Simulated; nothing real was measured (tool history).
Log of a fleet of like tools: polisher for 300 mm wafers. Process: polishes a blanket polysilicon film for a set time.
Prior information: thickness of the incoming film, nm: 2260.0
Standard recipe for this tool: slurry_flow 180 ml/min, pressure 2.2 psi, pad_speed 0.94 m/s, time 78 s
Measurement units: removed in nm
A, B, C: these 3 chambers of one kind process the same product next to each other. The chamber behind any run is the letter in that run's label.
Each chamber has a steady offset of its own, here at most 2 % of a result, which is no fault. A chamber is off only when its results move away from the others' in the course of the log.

| run | hour | slurry_flow | pressure | pad_speed | time | wafers polished on this pad | hours since the slurry nozzle was cleaned | hours since the head pressure was calibrated | removed |
|---|---|---|---|---|---|---|---|---|---|
| 1C | 3.6 | 180 | 2.2 | 0.94 | 78 | 496 | 153.7 | 855.3 | 525.02 |
| 2B | 7.8 | 180 | 2.2 | 0.94 | 78 | 1194 | 117.6 | 256.9 | 532.12 |
| 3A | 11.4 | 180 | 2.2 | 0.94 | 78 | 196 | 321.6 | 795.0 | 526.54 |
| 4A | 15.3 | 180 | 2.2 | 0.94 | 78 | 232 | 325.5 | 798.9 | 532.69 |
| 5B | 18.3 | 180 | 2.2 | 0.94 | 78 | 1290 | 128.1 | 267.4 | 525.74 |
| 6C | 21.9 | 180 | 2.2 | 0.94 | 78 | 663 | 172.0 | 873.6 | 525.19 |
| 7B | 25.1 | 140 | 2.2 | 0.94 | 78 | 1352 | 134.9 | 274.2 | 509.77 |
|  | 28.4 | chamber B: worn pad replaced by a new one |
| 8C | 28.6 | 140 | 2.2 | 0.94 | 78 | 725 | 178.7 | 880.3 | 513.48 |
| 9A | 32.6 | 140 | 2.2 | 0.94 | 78 | 390 | 342.8 | 816.2 | 511.23 |
| 10B | 34.9 | 180 | 2.2 | 0.94 | 78 | 59 | 144.7 | 284.0 | 531.11 |
| 11A | 38.0 | 180 | 2.2 | 0.94 | 78 | 440 | 348.2 | 821.6 | 524.21 |
| 12C | 41.0 | 140 | 2.2 | 1.16 | 78 | 838 | 191.1 | 892.7 | 618.70 |
|  | 41.2 | chamber A: slurry nozzle cleaned |
| 13A | 45.0 | 140 | 2.2 | 1.16 | 78 | 504 | 3.9 | 828.6 | 620.93 |
| 14B | 47.5 | 140 | 2.2 | 1.16 | 78 | 174 | 157.3 | 296.6 | 638.43 |
|  | 50.2 | chamber A: worn pad replaced by a new one |
| 15C | 52.1 | 180 | 2.2 | 0.94 | 78 | 939 | 202.2 | 903.8 | 519.67 |
| 16C | 56.7 | 180 | 2.2 | 0.94 | 78 | 982 | 206.8 | 908.4 | 525.78 |
|  | 57.6 | chamber C: worn pad replaced by a new one |
| 17B | 59.8 | 180 | 1.6 | 0.94 | 78 | 287 | 169.6 | 308.9 | 378.06 |
|  | 61.8 | chamber C: head pressure recalibrated |
| 18A | 63.2 | 180 | 1.6 | 0.94 | 78 | 119 | 22.1 | 846.8 | 384.53 |
| 19C | 67.3 | 180 | 1.6 | 0.94 | 78 | 89 | 217.4 | 5.5 | 355.74 |
| 20B | 69.9 | 180 | 2.2 | 0.94 | 78 | 379 | 179.7 | 319.0 | 542.75 |
| 21A | 74.4 | 180 | 2.2 | 0.94 | 78 | 221 | 33.3 | 858.0 | 531.26 |
| 22C | 79.1 | 180 | 2.2 | 0.94 | 78 | 197 | 229.2 | 17.3 | 492.50 |
| 23B | 81.7 | 180 | 2.2 | 0.94 | 78 | 487 | 191.5 | 330.8 | 525.47 |
| 24A | 86.0 | 210 | 2.2 | 0.94 | 67 | 328 | 44.9 | 869.6 | 465.01 |
| 25A | 88.4 | 210 | 2.2 | 0.94 | 67 | 349 | 47.3 | 872.0 | 457.21 |
| 26B | 93.0 | 210 | 2.2 | 0.94 | 67 | 590 | 202.8 | 342.1 | 465.55 |
| 27C | 97.7 | 180 | 2.2 | 0.94 | 78 | 367 | 247.8 | 35.9 | 501.68 |
| 28B | 100.6 | 180 | 2.2 | 1.10 | 78 | 660 | 210.4 | 349.7 | 616.86 |
| 29C | 104.4 | 180 | 2.2 | 1.10 | 78 | 428 | 254.5 | 42.6 | 580.18 |
| 30A | 107.7 | 180 | 2.2 | 1.10 | 78 | 526 | 66.6 | 891.3 | 617.54 |
| 31C | 111.1 | 180 | 2.2 | 0.94 | 88 | 489 | 261.2 | 49.3 | 565.73 |
| 32A | 113.7 | 180 | 2.2 | 0.94 | 88 | 581 | 72.6 | 897.3 | 599.02 |
| 33B | 116.3 | 180 | 2.2 | 0.94 | 88 | 803 | 226.1 | 365.4 | 608.84 |
|  | 117.6 | chamber A: worn pad replaced by a new one |
| 34C | 118.4 | 180 | 2.5 | 0.94 | 78 | 556 | 268.5 | 56.6 | 569.84 |
| 35B | 122.5 | 180 | 2.5 | 0.94 | 78 | 860 | 232.3 | 371.6 | 604.19 |
| 36A | 125.7 | 180 | 2.5 | 0.94 | 78 | 74 | 84.6 | 909.3 | 596.34 |
| 37C | 129.5 | 180 | 1.5 | 0.94 | 58 | 658 | 279.6 | 67.7 | 250.18 |
| 38B | 132.6 | 180 | 1.5 | 0.94 | 58 | 952 | 242.4 | 381.7 | 267.35 |
| 39A | 135.0 | 180 | 1.5 | 0.94 | 58 | 159 | 93.9 | 918.6 | 265.54 |

Predict what each chamber gives when all 3 of them run the settings below next.
| 40A | 138.5 | 230 | 2.2 | 0.94 | 78 |  |  |  | ? |
| 40B | 138.5 | 230 | 2.2 | 0.94 | 78 |  |  |  | ? |
| 40C | 138.5 | 230 | 2.2 | 0.94 | 78 |  |  |  | ? |

| run | removed |
|---|---|
| 40A | 546.70 |
| 40B | 551.06 |
| 40C | 514.35 |
